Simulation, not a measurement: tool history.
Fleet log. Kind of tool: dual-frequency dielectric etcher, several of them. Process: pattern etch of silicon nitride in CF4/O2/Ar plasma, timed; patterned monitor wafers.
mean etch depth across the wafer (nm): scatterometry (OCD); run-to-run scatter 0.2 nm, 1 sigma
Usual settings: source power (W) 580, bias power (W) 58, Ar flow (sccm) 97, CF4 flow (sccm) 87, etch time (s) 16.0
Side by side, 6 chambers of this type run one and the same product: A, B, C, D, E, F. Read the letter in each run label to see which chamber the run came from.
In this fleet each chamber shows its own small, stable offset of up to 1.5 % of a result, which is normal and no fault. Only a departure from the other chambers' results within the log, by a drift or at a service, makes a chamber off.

run   hour  source power (W)  bias power (W)  Ar flow (sccm)  CF4 flow (sccm)  etch time (s)  read-back reference wafer on the same gauge, depth_nm  mean etch depth across the wafer (nm)
 1D    8.4               580              58              97               87           16.0                                                 31.661                                 35.967
       9.2  -- chamber B: CF4 flow controller replaced
 2B   16.8               580              58              97               87           16.0                                                 31.706                                 35.892
 3A   23.2               580              58              97               87           16.0                                                 31.736                                 35.934
 4C   30.0               580              58              97               87           16.0                                                 31.772                                 36.251
 5E   38.7               580              58              97               87           16.0                                                 31.671                                 36.516
 6F   45.9               650              58              97               87           11.5                                                 31.718                                 28.153
      49.3  -- chamber D: Ar flow controller replaced
 7A   51.5               650              58              97               87           11.5                                                 31.698                                 28.375
 8E   56.7               650              58              97               87           11.5                                                 31.681                                 28.513
 9B   63.3               650              58              97               87           11.5                                                 31.690                                 28.048
10D   67.7               650              58              97               87           11.5                                                 31.691                                 28.592
11C   76.3               650              58              97               87           11.5                                                 31.686                                 28.750
12F   84.5               580              58              81               87           16.0                                                 31.665                                 36.425
13D   92.3               580              58              81               87           16.0                                                 31.718                                 36.759
14B  100.8               580              58              81               87           16.0                                                 31.688                                 36.354
15F  107.1               580              58              81               87           16.0                                                 31.647                                 36.329
16A  112.2               580              58              81               87           16.0                                                 31.701                                 36.978
17E  116.7               580              58              81               87           16.0                                                 31.686                                 36.899
18C  124.2               580              58              97               87           16.0                                                 31.699                                 36.229
19E  128.6               580              58              97               87           16.0                                                 31.752                                 36.099
     128.9  -- chamber E: wet clean of the chamber
20D  134.6               580              58              97              100           14.0                                                 31.662                                 32.086
21B  140.1               580              58              97              100           14.0                                                 31.757                                 31.814
     145.3  -- chamber C: source power generator calibrated
22F  148.2               580              58              97              100           14.0                                                 31.732                                 31.908
23A  153.8               580              58              97              100           14.0                                                 31.695                                 32.170
24C  158.9               580              58              97              100           14.0                                                 31.714                                 32.211
25B  166.9               580              58              97              100           14.0                                                 31.681                                 31.586
26F  173.6               580              58              97               87           16.0                                                 31.721                                 35.552
27A  181.3               580              58              97               87           16.0                                                 31.691                                 35.633
28D  187.5               580              58              97               87           16.0                                                 31.720                                 35.941
29E  194.9               580              58              97               87           16.0                                                 31.631                                 37.019
     198.5  -- chamber B: Ar flow controller replaced
30C  199.6               580              58              97               87           16.0                                                 31.662                                 36.126
31E  205.4               580              58              97               87           16.0                                                 31.688                                 37.359
32C  214.2               580              58              97               87           16.0                                                 31.680                                 35.981
33F  218.5               580              58              97               87           16.0                                                 31.715                                 35.521
34D  223.8               580              47              97               66           16.0                                                 31.675                                 31.784
35A  229.5               580              47              97               66           16.0                                                 31.661                                 31.497
36B  237.4               580              47              97               66           16.0                                                 31.712                                 31.835
37A  245.3               580              47              97               66           16.0                                                 31.702                                 31.920
38F  251.1               580              47              97               66           16.0                                                 31.718                                 31.623
39D  258.0               580              47              97               66           16.0                                                 31.770                                 32.082
40C  262.8               580              58              97               87           16.0                                                 31.718                                 36.100

Next, every chamber runs the same settings. What will each give?
41A  269.2               580              45              97               87           16.0                                                                                             ?
41B  269.2               580              45              97               87           16.0                                                                                             ?
41C  269.2               580              45              97               87           16.0                                                                                             ?
41D  269.2               580              45              97               87           16.0                                                                                             ?
41E  269.2               580              45              97               87           16.0                                                                                             ?
41F  269.2               580              45              97               87           16.0                                                                                             ?

run  mean etch depth across the wafer (nm)
41A                                 32.673
41B                                 32.474
41C                                 32.691
41D                                 32.719
41E                                 34.018
41F                                 32.536
